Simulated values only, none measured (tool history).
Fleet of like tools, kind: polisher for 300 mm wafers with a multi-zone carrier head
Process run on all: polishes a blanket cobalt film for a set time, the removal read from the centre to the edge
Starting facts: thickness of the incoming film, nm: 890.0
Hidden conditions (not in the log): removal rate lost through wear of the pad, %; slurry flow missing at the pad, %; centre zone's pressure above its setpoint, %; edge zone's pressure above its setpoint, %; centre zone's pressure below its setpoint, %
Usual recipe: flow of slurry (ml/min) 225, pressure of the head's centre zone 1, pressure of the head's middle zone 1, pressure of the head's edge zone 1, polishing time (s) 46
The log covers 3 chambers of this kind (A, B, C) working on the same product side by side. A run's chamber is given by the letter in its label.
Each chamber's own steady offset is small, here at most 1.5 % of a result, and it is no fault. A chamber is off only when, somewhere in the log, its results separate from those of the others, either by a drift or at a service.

run,day,flow of slurry (ml/min),pressure of the head's centre zone,pressure of the head's middle zone,pressure of the head's edge zone,polishing time (s),wafers polished on this pad,hours since the slurry nozzle was cleaned,hours since the centre zone pressure was calibrated,hours since the edge zone pressure was calibrated,film removed at the wafer's centre (Å),film removed at mid-radius (Å),film removed at the wafer's edge (Å)
1A,0.179,225,1,1,1,46,242,226.9,826.4,588.9,2307.9,2319.4,2271.6
2B,0.333,225,1,1,1,46,718,365.6,275.4,196.3,2332.6,2351.7,2351.8
3C,0.521,225,1,1,1,46,281,290.2,232.1,367.4,2347.8,2348.9,2316.6
4C,0.638,225,1,1,1,46,321,293,234.9,370.2,2324.9,2257.7,2293.3
5B,0.838,225,1,1,1,46,894,377.7,287.5,208.4,2270.1,2378,2300.3
6A,0.996,225,1,1,1,46,526,246.5,846,608.5,2310.8,2310.8,2355
7B,1.183,225,1,1,1,46,1015,386,295.8,216.7,2313,2345.5,2298.5
8A,1.3,185,1,1,0.95,46,632,253.8,853.3,615.8,2224.9,2220.2,2179.2
9C,1.446,185,1,1,0.95,46,603,312.4,254.3,389.6,2216.9,2238.1,2172.3
10A,1.575,185,1,1,0.95,46,728,260.4,859.9,622.4,2295.2,2252.7,2273
11B,1.75,225,1,1,1,46,1212,399.6,309.4,230.3,2298.1,2341.1,2309.2
12C,1.879,225,1,1,1,46,754,322.8,264.7,400,2335.7,2298.1,2348.3
13A,2.042,225,1,1,1,51,891,271.6,871.1,633.6,2597.3,2582,2550.6
14B,2.212,225,1,1,1,51,1374,410.7,320.5,241.4,2538.8,2630.1,2617.9
# day 2.35: chamber B: worn pad replaced by a new one
15C,2.362,225,1,1,1,51,923,334.4,276.3,411.6,2557.6,2560.6,2531.3
16B,2.458,225,1,1.11,1,37,38,416.6,326.4,247.3,1848.7,2052.5,1889.5
17C,2.571,225,1,1.11,1,37,995,339.4,281.3,416.6,1905.5,2083.3,1854.4
18A,2.775,225,1,1.11,1,37,1147,289.2,888.7,651.2,1887.7,2001.8,1872
19A,2.938,225,1,1,1,46,1203,293.1,892.6,655.1,2344.4,2335.8,2282.9
20C,3.108,225,1,1,1,46,1183,352.3,294.2,429.5,2349.2,2317.1,2290.9
21B,3.254,225,1,1,1,46,316,435.7,345.5,266.4,2322.8,2320.8,2352.6
# day 3.388: chamber C: worn pad replaced by a new one
22C,3.458,225,1,1,1,46,25,360.7,302.6,437.9,2315.4,2354.8,2267.1
23B,3.625,225,1,1,1,46,445,444.6,354.4,275.3,2350.9,2349.7,2292.5
24A,3.771,225,1,1,1,46,1494,313.1,912.6,675.1,2340.8,2331.2,2299.4
# day 3.867: chamber A: worn pad replaced by a new one
25A,3.942,225,1,1,1,46,26,317.2,916.7,679.2,2396,2307.6,2339.4
26C,4.108,225,1,1,1,46,252,376.3,318.2,453.5,2361.8,2319.7,2355.5
27B,4.3,225,1,1,1,46,680,460.8,370.6,291.5,2273.1,2314.5,2370.3
28C,4.433,225,1,1,1,46,365,384.1,326,461.3,2404,2313.3,2329.3
29B,4.629,225,1,1,1,46,795,468.7,378.5,299.4,2242.2,2292.8,2306.8

All 3 chambers run these settings next. Forecast each chamber's results:
30A,4.775,225,1,1,1,41,,,,,?,?,?
30B,4.775,225,1,1,1,41,,,,,?,?,?
30C,4.775,225,1,1,1,41,,,,,?,?,?

run,film removed at the wafer's centre (Å),film removed at mid-radius (Å),film removed at the wafer's edge (Å)
30A,2070.5,2036.6,2081.8
30B,2019.7,2109.1,2033.9
30C,2114.5,2082.2,2057
